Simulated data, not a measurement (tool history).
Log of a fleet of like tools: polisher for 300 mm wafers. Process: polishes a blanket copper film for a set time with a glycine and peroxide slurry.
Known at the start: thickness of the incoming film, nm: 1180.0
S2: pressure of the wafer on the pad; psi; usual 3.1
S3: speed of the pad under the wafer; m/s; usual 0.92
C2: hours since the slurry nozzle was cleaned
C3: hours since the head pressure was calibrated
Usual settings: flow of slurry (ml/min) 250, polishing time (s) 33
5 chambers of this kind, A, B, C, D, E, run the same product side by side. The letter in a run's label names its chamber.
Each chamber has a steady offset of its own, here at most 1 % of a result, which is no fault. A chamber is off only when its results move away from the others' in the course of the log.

Run 1C, hour 11.8: usual settings; wafers polished on this pad 664; C2 105.0; C3 362.6. Result: film removed (nm) 211.22.
At hour 13.7: chamber E: slurry nozzle cleaned.
At hour 17.3: chamber C: worn pad replaced by a new one.
Run 2D, hour 22.8: usual settings; wafers polished on this pad 370; C2 51.4; C3 79.6. Result: film removed (nm) 213.10.
Run 3B, hour 33.9: usual settings; wafers polished on this pad 1297; C2 606.7; C3 94.0. Result: film removed (nm) 210.33.
At hour 40.2: chamber B: worn pad replaced by a new one.
At hour 41.7: chamber A: worn pad replaced by a new one.
Run 4A, hour 43.9: usual settings; wafers polished on this pad 29; C2 538.9; C3 386.5. Result: film removed (nm) 216.12.
Run 5E, hour 51.9: usual settings but S3 1.02 m/s; wafers polished on this pad 1145; C2 38.3; C3 116.7. Result: film removed (nm) 234.62.
Run 6E, hour 61.5: usual settings but S3 1.02 m/s; wafers polished on this pad 1272; C2 47.9; C3 126.3. Result: film removed (nm) 232.39.
Run 7A, hour 67.9: usual settings but S3 1.02 m/s; wafers polished on this pad 347; C2 562.9; C3 410.5. Result: film removed (nm) 233.52.
At hour 77.1: chamber E: worn pad replaced by a new one.
Run 8B, hour 78.2: usual settings but S3 1.02 m/s; wafers polished on this pad 502; C2 651.0; C3 138.3. Result: film removed (nm) 230.65.
At hour 85.1: chamber C: worn pad replaced by a new one.
Run 9D, hour 85.9: usual settings but S3 1.02 m/s; wafers polished on this pad 1203; C2 114.5; C3 142.7. Result: film removed (nm) 236.51.
Run 10C, hour 96.9: usual settings; wafers polished on this pad 156; C2 190.1; C3 447.7. Result: film removed (nm) 213.81.
At hour 103.7: chamber B: slurry nozzle cleaned.
Run 11D, hour 108.3: usual settings; wafers polished on this pad 1499; C2 136.9; C3 165.1. Result: film removed (nm) 210.17.
At hour 114.0: chamber D: worn pad replaced by a new one.
Run 12A, hour 120.1: usual settings; wafers polished on this pad 1036; C2 615.1; C3 462.7. Result: film removed (nm) 217.35.
Run 13B, hour 128.7: usual settings; wafers polished on this pad 1169; C2 25.0; C3 188.8. Result: film removed (nm) 216.33.
At hour 129.4: chamber A: worn pad replaced by a new one.
Run 14C, hour 135.6: usual settings; wafers polished on this pad 668; C2 228.8; C3 486.4. Result: film removed (nm) 216.69.
Run 15E, hour 144.3: usual settings; wafers polished on this pad 889; C2 130.7; C3 209.1. Result: film removed (nm) 211.93.
At hour 153.1: chamber B: worn pad replaced by a new one.
Run 16C, hour 153.2: usual settings; wafers polished on this pad 900; C2 246.4; C3 504.0. Result: film removed (nm) 219.56.
At hour 153.8: chamber C: worn pad replaced by a new one.
Run 17E, hour 164.5: usual settings; wafers polished on this pad 1156; C2 150.9; C3 229.3. Result: film removed (nm) 219.78.
At hour 170.2: chamber D: slurry nozzle cleaned.
Run 18A, hour 172.1: usual settings; wafers polished on this pad 565; C2 667.1; C3 514.7. Result: film removed (nm) 217.59.
Run 19B, hour 179.6: usual settings but S3 0.68 m/s; wafers polished on this pad 351; C2 75.9; C3 239.7. Result: film removed (nm) 171.14.
At hour 187.1: chamber E: worn pad replaced by a new one.
Run 20D, hour 189.4: usual settings but S3 0.68 m/s; wafers polished on this pad 997; C2 19.3; C3 246.2. Result: film removed (nm) 167.06.
Run 21A, hour 197.0: usual settings but S3 0.68 m/s; wafers polished on this pad 894; C2 692.0; C3 539.6. Result: film removed (nm) 172.02.
Run 22E, hour 202.8: usual settings but S3 0.68 m/s; wafers polished on this pad 207; C2 189.2; C3 267.6. Result: film removed (nm) 171.18.
Run 23D, hour 208.6: usual settings but S3 0.68 m/s; wafers polished on this pad 1250; C2 38.5; C3 265.4. Result: film removed (nm) 169.00.
At hour 212.2: chamber C: worn pad replaced by a new one.
Run 24B, hour 220.5: usual settings; wafers polished on this pad 891; C2 116.8; C3 280.6. Result: film removed (nm) 214.02.
At hour 222.9: chamber D: worn pad replaced by a new one.
Run 25C, hour 228.9: usual settings; wafers polished on this pad 221; C2 322.1; C3 579.7. Result: film removed (nm) 227.41.
At hour 230.9: chamber A: worn pad replaced by a new one.
At hour 236.3: chamber C: slurry nozzle cleaned.
Run 26D, hour 237.4: usual settings; wafers polished on this pad 192; C2 67.3; C3 294.2. Result: film removed (nm) 212.77.
Run 27C, hour 249.3: usual settings; wafers polished on this pad 490; C2 13.0; C3 600.1. Result: film removed (nm) 225.66.
At hour 254.3: chamber B: worn pad replaced by a new one.
Run 28A, hour 256.5: usual settings; wafers polished on this pad 338; C2 751.5; C3 599.1. Result: film removed (nm) 212.33.
Run 29E, hour 263.0: usual settings; wafers polished on this pad 1003; C2 249.4; C3 327.8. Result: film removed (nm) 213.65.
Run 30B, hour 269.8: usual settings; wafers polished on this pad 205; C2 166.1; C3 329.9. Result: film removed (nm) 215.01.
Run 31B, hour 277.0: usual settings; wafers polished on this pad 300; C2 173.3; C3 337.1. Result: film removed (nm) 211.58.
At hour 281.0: chamber C: worn pad replaced by a new one.
Run 32D, hour 287.1: usual settings; wafers polished on this pad 849; C2 117.0; C3 343.9. Result: film removed (nm) 211.21.
Run 33C, hour 294.7: usual settings; wafers polished on this pad 182; C2 58.4; C3 645.5. Result: film removed (nm) 231.76.
At hour 295.4: chamber E: worn pad replaced by a new one.
Run 34A, hour 304.2: usual settings; wafers polished on this pad 968; C2 799.2; C3 646.8. Result: film removed (nm) 212.28.
Run 35E, hour 314.9: usual settings; wafers polished on this pad 258; C2 301.3; C3 379.7. Result: film removed (nm) 213.64.
Run 36C, hour 321.5: usual settings; wafers polished on this pad 536; C2 85.2; C3 672.3. Result: film removed (nm) 230.99.

What goes on in this fleet: one chamber off, a drifting gauge, or nothing beyond the chambers' own small offsets? Name the chamber and the cause, if any.

Chamber C drifts away from the others.
Cause: head's pressure above its setpoint, % = 12.2.

Here are 4 candidates for chamber C's next run, each the usual settings with a change, their results left as question marks. Which one brings its results back in line with what the others give on the usual settings?
In line means no further than this from the other chambers' mean on the usual settings: film removed (nm) 8.20
Run 37C-1, hour 330.4: usual settings but polishing time (s) 39. Result: film removed (nm) ?.
Run 37C-2, hour 330.4: usual settings but S2 2.8 psi. Result: film removed (nm) ?.
Run 37C-3, hour 330.4: usual settings but S2 2.9 psi, S3 0.88 m/s, polishing time (s) 31. Result: film removed (nm) ?.
Run 37C-4, hour 330.4: usual settings but S2 3.2 psi, S3 0.96 m/s, polishing time (s) 34. Result: film removed (nm) ?.

The other chambers' mean on the usual settings: film removed (nm) 213.85
  run  film removed (nm)
37C-1             276.68
37C-2             215.07
37C-3             200.51
37C-4             256.81
37C-2 brings the chamber back in line.

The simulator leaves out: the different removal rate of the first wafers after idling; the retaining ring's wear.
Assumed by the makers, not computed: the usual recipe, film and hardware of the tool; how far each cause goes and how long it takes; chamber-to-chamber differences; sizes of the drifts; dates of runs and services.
